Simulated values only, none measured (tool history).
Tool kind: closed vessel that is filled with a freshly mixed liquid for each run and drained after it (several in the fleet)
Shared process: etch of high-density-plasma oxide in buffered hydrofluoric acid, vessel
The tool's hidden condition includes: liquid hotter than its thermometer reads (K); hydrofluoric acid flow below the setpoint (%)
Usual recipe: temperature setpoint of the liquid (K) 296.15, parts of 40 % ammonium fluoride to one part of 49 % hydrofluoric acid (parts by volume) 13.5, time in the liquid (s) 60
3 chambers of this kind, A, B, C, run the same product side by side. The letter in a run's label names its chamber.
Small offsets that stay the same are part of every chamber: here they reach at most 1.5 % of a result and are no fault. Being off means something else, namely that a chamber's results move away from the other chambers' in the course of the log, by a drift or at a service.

run   hour  temperature setpoint of the liquid (K)  parts of 40 % ammonium fluoride to one part of 49 % hydrofluoric acid (parts by volume)  time in the liquid (s)  hours since the thermometer was replaced  hours since the hydrofluoric acid flow meter was replaced  read-back film thickness of the high-density-plasma oxide reference wafer, read on the same gauge (nm)  thickness taken off the high-density-plasma oxide on a monitor wafer (Å)
 1A    8.5                                  296.15                                                                                     13.5                      60                                     468.1                                                      283.6                                                                                                  140.01                                                                    530.20
 2C   19.3                                  296.15                                                                                     13.5                      60                                     126.9                                                     1444.7                                                                                                  139.99                                                                    534.25
 3B   26.0                                  296.15                                                                                     13.5                      60                                    2553.8                                                      947.5                                                                                                  139.96                                                                    529.97
 4B   33.8                                  296.15                                                                                     13.5                      60                                    2561.6                                                      955.3                                                                                                  140.01                                                                    526.52
 5C   44.0                                  296.15                                                                                     13.5                      60                                     151.6                                                     1469.4                                                                                                  139.98                                                                    533.63
 6A   50.7                                  296.15                                                                                     13.5                      60                                     510.3                                                      325.8                                                                                                  139.97                                                                    522.28
 7C   56.6                                  296.15                                                                                     13.5                      60                                     164.2                                                     1482.0                                                                                                  140.03                                                                    534.32
 8A   65.3                                  296.15                                                                                     13.5                      60                                     524.9                                                      340.4                                                                                                  140.02                                                                    523.30
 9B   75.5                                  296.15                                                                                     13.5                      60                                    2603.3                                                      997.0                                                                                                  140.00                                                                    528.90
10C   84.1                                  296.15                                                                                     13.5                      60                                     191.7                                                     1509.5                                                                                                  140.01                                                                    533.11
11A   89.1                                  300.15                                                                                     13.5                      60                                     548.7                                                      364.2                                                                                                  140.00                                                                    642.76
12B   99.1                                  300.15                                                                                     13.5                      60                                    2626.9                                                     1020.6                                                                                                  139.99                                                                    653.15
13C  108.3                                  300.15                                                                                     13.5                      60                                     215.9                                                     1533.7                                                                                                  140.02                                                                    658.00
14B  115.9                                  296.15                                                                                     13.5                      60                                    2643.7                                                     1037.4                                                                                                  140.02                                                                    526.19
15A  120.8                                  296.15                                                                                     13.5                      60                                     580.4                                                      395.9                                                                                                  139.97                                                                    518.59
     128.1  -- chamber C: hydrofluoric acid flow meter replaced
16C  131.2                                  296.15                                                                                     13.5                      60                                     238.8                                                        3.1                                                                                                  140.00                                                                    530.42
17B  140.8                                  294.65                                                                                      8.0                      60                                    2668.6                                                     1062.3                                                                                                  139.99                                                                    785.67
18A  150.1                                  294.65                                                                                      8.0                      60                                     609.7                                                      425.2                                                                                                  140.00                                                                    772.52
19C  159.0                                  294.65                                                                                      8.0                      60                                     266.6                                                       30.9                                                                                                  140.00                                                                    800.53
20A  166.7                                  296.15                                                                                     13.5                      60                                     626.3                                                      441.8                                                                                                  139.96                                                                    515.02
21B  176.0                                  296.15                                                                                     13.5                      60                                    2703.8                                                     1097.5                                                                                                  139.99                                                                    526.49
22C  183.3                                  296.15                                                                                     13.5                      60                                     290.9                                                       55.2                                                                                                  140.00                                                                    527.31
23A  189.5                                  296.15                                                                                     13.5                      60                                     649.1                                                      464.6                                                                                                  140.08                                                                    511.74
24B  195.3                                  296.15                                                                                      9.0                      60                                    2723.1                                                     1116.8                                                                                                  140.05                                                                    748.46
25B  200.5                                  296.15                                                                                      9.0                      60                                    2728.3                                                     1122.0                                                                                                  140.04                                                                    750.12
26A  210.0                                  296.15                                                                                      9.0                      60                                     669.6                                                      485.1                                                                                                  139.95                                                                    736.91
27C  215.0                                  296.15                                                                                     13.5                      60                                     322.6                                                       86.9                                                                                                  140.03                                                                    525.25
28C  224.1                                  296.15                                                                                     13.5                      60                                     331.7                                                       96.0                                                                                                  139.99                                                                    533.43

Is one chamber off against the others, does the gauge drift, or is nothing wrong? If a chamber is off, say which, and what the likeliest cause is.

Little by little, chamber A moves away from the other chambers.
What lies behind it: hydrofluoric acid flow below the setpoint (%) = 3.08.
The log might look much the same if the cause were instead: liquid colder than its thermometer reads (K).

Chamber A could run next with any of the 4 candidate recipes listed below; each alters the usual settings, and their results appear as question marks. Which one brings its results back in line with what the other chambers deliver on the usual settings?
Counts as in line when no further than this from what the other chambers average on the usual settings: thickness taken off the high-density-plasma oxide on a monitor wafer (Å) 9.80
29A-1  231.9                                  296.15                                                                                     13.5                      65                                                                                                                                                                                                                                                                                      ?
29A-2  231.9                                  296.15                                                                                     14.0                      60                                                                                                                                                                                                                                                                                      ?
29A-3  231.9                                  294.65                                                                                     13.5                      60                                                                                                                                                                                                                                                                                      ?
29A-4  231.9                                  296.15                                                                                     13.0                      60                                                                                                                                                                                                                                                                                      ?

The other chambers' mean on the usual settings: thickness taken off the high-density-plasma oxide on a monitor wafer (Å) 530.43
  run  thickness taken off the high-density-plasma oxide on a monitor wafer (Å)
29A-1                                                                    552.39
29A-2                                                                    491.78
29A-3                                                                    469.89
29A-4                                                                    529.44
The right change is 29A-4: it brings the chamber back within the allowed miss of the others.

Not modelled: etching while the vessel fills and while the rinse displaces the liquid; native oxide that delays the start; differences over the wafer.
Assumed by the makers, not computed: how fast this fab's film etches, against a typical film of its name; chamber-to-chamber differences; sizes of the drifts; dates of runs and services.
